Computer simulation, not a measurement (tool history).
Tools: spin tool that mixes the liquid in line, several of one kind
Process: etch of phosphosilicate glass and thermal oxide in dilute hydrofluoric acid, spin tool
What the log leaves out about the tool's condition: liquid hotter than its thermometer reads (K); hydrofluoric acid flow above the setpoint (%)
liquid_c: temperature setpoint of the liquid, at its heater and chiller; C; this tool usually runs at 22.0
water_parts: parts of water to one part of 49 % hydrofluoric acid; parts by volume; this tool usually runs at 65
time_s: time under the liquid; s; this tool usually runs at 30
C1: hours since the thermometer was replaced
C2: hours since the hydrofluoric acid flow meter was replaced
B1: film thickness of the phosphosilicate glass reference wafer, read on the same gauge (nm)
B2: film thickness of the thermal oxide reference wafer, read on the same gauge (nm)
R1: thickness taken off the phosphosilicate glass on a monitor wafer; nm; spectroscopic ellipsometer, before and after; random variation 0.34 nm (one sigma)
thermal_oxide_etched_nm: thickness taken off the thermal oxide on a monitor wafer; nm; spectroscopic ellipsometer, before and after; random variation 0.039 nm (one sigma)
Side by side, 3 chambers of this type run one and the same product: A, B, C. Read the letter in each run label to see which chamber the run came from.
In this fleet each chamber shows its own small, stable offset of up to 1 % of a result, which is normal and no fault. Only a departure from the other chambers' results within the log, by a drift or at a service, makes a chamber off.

run 1C hour=5.3 | liquid_c=22.0 water_parts=65 time_s=30 | C1=859.9 C2=1918.5 | B1=130.03 B2=30.006 | R1=54.584 thermal_oxide_etched_nm=2.1285
run 2A hour=10.5 | liquid_c=22.0 water_parts=65 time_s=30 | C1=1730.8 C2=644.8 | B1=130.04 B2=29.999 | R1=53.996 thermal_oxide_etched_nm=2.0365
run 3B hour=15.2 | liquid_c=22.0 water_parts=65 time_s=30 | C1=768.0 C2=1472.7 | B1=130.00 B2=30.013 | R1=55.090 thermal_oxide_etched_nm=2.0450
run 4C hour=18.5 | liquid_c=22.0 water_parts=65 time_s=30 | C1=873.1 C2=1931.7 | B1=129.99 B2=29.995 | R1=54.878 thermal_oxide_etched_nm=2.1520
run 5A hour=22.1 | liquid_c=22.0 water_parts=65 time_s=30 | C1=1742.4 C2=656.4 | B1=129.97 B2=30.027 | R1=54.302 thermal_oxide_etched_nm=2.0434
run 6B hour=26.9 | liquid_c=22.0 water_parts=65 time_s=30 | C1=779.7 C2=1484.4 | B1=130.06 B2=30.018 | R1=54.769 thermal_oxide_etched_nm=2.1215
run 7C hour=31.6 | liquid_c=22.0 water_parts=65 time_s=30 | C1=886.2 C2=1944.8 | B1=129.98 B2=29.994 | R1=54.739 thermal_oxide_etched_nm=2.0449
run 8B hour=36.2 | liquid_c=22.0 water_parts=65 time_s=30 | C1=789.0 C2=1493.7 | B1=130.02 B2=29.994 | R1=54.552 thermal_oxide_etched_nm=2.0783
run 9A hour=41.6 | liquid_c=22.0 water_parts=65 time_s=30 | C1=1761.9 C2=675.9 | B1=130.00 B2=30.022 | R1=54.011 thermal_oxide_etched_nm=2.0261
run 10B hour=46.7 | liquid_c=26.5 water_parts=65 time_s=30 | C1=799.5 C2=1504.2 | B1=129.97 B2=30.036 | R1=66.247 thermal_oxide_etched_nm=2.5025
run 11A hour=50.2 | liquid_c=26.5 water_parts=65 time_s=30 | C1=1770.5 C2=684.5 | B1=130.01 B2=29.970 | R1=65.673 thermal_oxide_etched_nm=2.5863
run 12C hour=54.4 | liquid_c=26.5 water_parts=65 time_s=30 | C1=909.0 C2=1967.6 | B1=130.01 B2=29.995 | R1=65.610 thermal_oxide_etched_nm=2.4621
run 13A hour=59.6 | liquid_c=22.0 water_parts=65 time_s=30 | C1=1779.9 C2=693.9 | B1=130.03 B2=30.009 | R1=53.814 thermal_oxide_etched_nm=2.0371
run 14B hour=62.2 | liquid_c=22.0 water_parts=65 time_s=30 | C1=815.0 C2=1519.7 | B1=129.97 B2=30.000 | R1=54.925 thermal_oxide_etched_nm=2.0943
run 15C hour=67.2 | liquid_c=22.0 water_parts=65 time_s=30 | C1=921.8 C2=1980.4 | B1=130.01 B2=30.012 | R1=55.369 thermal_oxide_etched_nm=2.1062
run 16B hour=71.4 | liquid_c=24.5 water_parts=40 time_s=30 | C1=824.2 C2=1528.9 | B1=129.98 B2=30.014 | R1=101.970 thermal_oxide_etched_nm=3.8756
run 17A hour=75.8 | liquid_c=24.5 water_parts=40 time_s=30 | C1=1796.1 C2=710.1 | B1=129.96 B2=29.993 | R1=101.550 thermal_oxide_etched_nm=3.9442
run 18C hour=80.0 | liquid_c=24.5 water_parts=40 time_s=30 | C1=934.6 C2=1993.2 | B1=130.00 B2=29.978 | R1=101.240 thermal_oxide_etched_nm=3.8629
run 19B hour=85.1 | liquid_c=22.0 water_parts=65 time_s=30 | C1=837.9 C2=1542.6 | B1=129.93 B2=30.001 | R1=55.077 thermal_oxide_etched_nm=2.1423
-- hour=89.7 chamber C: hydrofluoric acid flow meter replaced
run 20C hour=90.8 | liquid_c=22.0 water_parts=65 time_s=30 | C1=945.4 C2=1.1 | B1=129.99 B2=30.005 | R1=54.677 thermal_oxide_etched_nm=2.0493
run 21A hour=94.6 | liquid_c=22.0 water_parts=65 time_s=30 | C1=1814.9 C2=728.9 | B1=130.04 B2=29.999 | R1=55.342 thermal_oxide_etched_nm=2.1022
run 22A hour=98.7 | liquid_c=18.0 water_parts=65 time_s=30 | C1=1819.0 C2=733.0 | B1=130.03 B2=30.031 | R1=45.168 thermal_oxide_etched_nm=1.7838
run 23C hour=101.6 | liquid_c=18.0 water_parts=65 time_s=30 | C1=956.2 C2=11.9 | B1=130.02 B2=30.018 | R1=46.280 thermal_oxide_etched_nm=1.7550
run 24B hour=104.6 | liquid_c=18.0 water_parts=65 time_s=30 | C1=857.4 C2=1562.1 | B1=130.02 B2=30.016 | R1=46.110 thermal_oxide_etched_nm=1.7983

Has any chamber moved away from the others, gradually or after a service, or does the common gauge drift, or do the chambers differ only by their own small steady offsets? State the chamber and the most likely cause if one applies.

The fleet is healthy, with each chamber sitting at its usual small offset and no drift in the gauge.
